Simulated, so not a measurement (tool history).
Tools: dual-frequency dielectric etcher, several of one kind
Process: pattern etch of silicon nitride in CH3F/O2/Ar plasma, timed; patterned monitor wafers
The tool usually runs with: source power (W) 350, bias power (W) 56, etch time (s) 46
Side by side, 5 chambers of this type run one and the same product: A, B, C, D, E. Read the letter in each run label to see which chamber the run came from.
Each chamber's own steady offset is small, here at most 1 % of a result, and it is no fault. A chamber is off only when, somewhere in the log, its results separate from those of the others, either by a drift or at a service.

| run | hour | source power (W) | bias power (W) | etch time (s) | read-back reference wafer on the same gauge, depth_nm | mean etch depth across the wafer (nm) |
|---|---|---|---|---|---|---|
| 1B | 7.3 | 350 | 56 | 46 | 31.396 | 27.95 |
| 2E | 16.1 | 350 | 56 | 46 | 31.393 | 28.152 |
| 3A | 26.5 | 350 | 56 | 46 | 31.387 | 28.36 |
| 4C | 36.9 | 350 | 56 | 46 | 31.386 | 28.166 |
| 5D | 47.2 | 350 | 56 | 46 | 31.375 | 27.962 |
| 6B | 57.2 | 350 | 56 | 46 | 31.377 | 27.875 |
| 7E | 65.6 | 350 | 56 | 46 | 31.373 | 28.129 |
| 8D | 74.5 | 350 | 56 | 46 | 31.364 | 27.941 |
| 9C | 85 | 350 | 56 | 46 | 31.365 | 28.148 |
|  | 87.1 | chamber B: source power generator calibrated |
| 10A | 90.3 | 350 | 56 | 46 | 31.36 | 28.272 |
| 11E | 96.2 | 350 | 56 | 46 | 31.363 | 28.153 |
| 12A | 102.3 | 350 | 51 | 46 | 31.346 | 27.483 |
|  | 106.1 | chamber A: wet clean of the chamber |
| 13D | 107.3 | 350 | 51 | 46 | 31.347 | 27.124 |
| 14C | 115.8 | 350 | 51 | 46 | 31.349 | 27.286 |
| 15B | 125.5 | 350 | 51 | 46 | 31.35 | 27.048 |
|  | 126.9 | chamber C: wet clean of the chamber |
| 16A | 131.4 | 350 | 51 | 46 | 31.33 | 27.456 |
| 17B | 142.1 | 350 | 56 | 46 | 31.332 | 27.924 |
| 18E | 148.6 | 350 | 56 | 46 | 31.327 | 28.135 |
| 19D | 157.1 | 350 | 56 | 46 | 31.335 | 27.954 |
| 20C | 162.3 | 350 | 56 | 46 | 31.322 | 28.101 |
| 21D | 170.9 | 350 | 56 | 46 | 31.321 | 27.986 |
|  | 172.4 | chamber D: wet clean of the chamber |
| 22A | 178.5 | 350 | 56 | 46 | 31.328 | 28.243 |
|  | 180.1 | chamber B: wet clean of the chamber |
| 23C | 186.3 | 350 | 56 | 46 | 31.312 | 28.08 |
| 24B | 194.4 | 350 | 56 | 46 | 31.305 | 27.774 |
| 25E | 205 | 350 | 56 | 46 | 31.313 | 28.035 |
| 26A | 215.2 | 350 | 56 | 46 | 31.306 | 28.287 |
| 27D | 220.1 | 350 | 56 | 46 | 31.305 | 27.927 |
|  | 222 | chamber E: wet clean of the chamber |
|  | 223.6 | chamber C: source power generator calibrated |
| 28E | 230.4 | 350 | 56 | 46 | 31.286 | 28.023 |
| 29C | 235.7 | 350 | 56 | 46 | 31.29 | 28.134 |
| 30B | 245.2 | 400 | 49 | 46 | 31.297 | 28.112 |
| 31B | 252.1 | 400 | 49 | 46 | 31.288 | 28.076 |
| 32D | 263.1 | 400 | 49 | 46 | 31.275 | 28.147 |
| 33C | 271.1 | 400 | 49 | 46 | 31.273 | 28.379 |
| 34A | 276.8 | 400 | 49 | 46 | 31.274 | 28.481 |
| 35E | 285.4 | 350 | 56 | 46 | 31.275 | 28.026 |
| 36B | 292.9 | 350 | 56 | 33 | 31.268 | 19.946 |

Is one chamber out of step, is the gauge drifting, or do the chambers differ by no more than their own small offsets? For an off chamber, give its letter and the likeliest cause.

It is the gauge, not a chamber: its drift shows up in every chamber's results at once, and no chamber is off.
Most likely cause: gauge reads low (%) = 0.436.
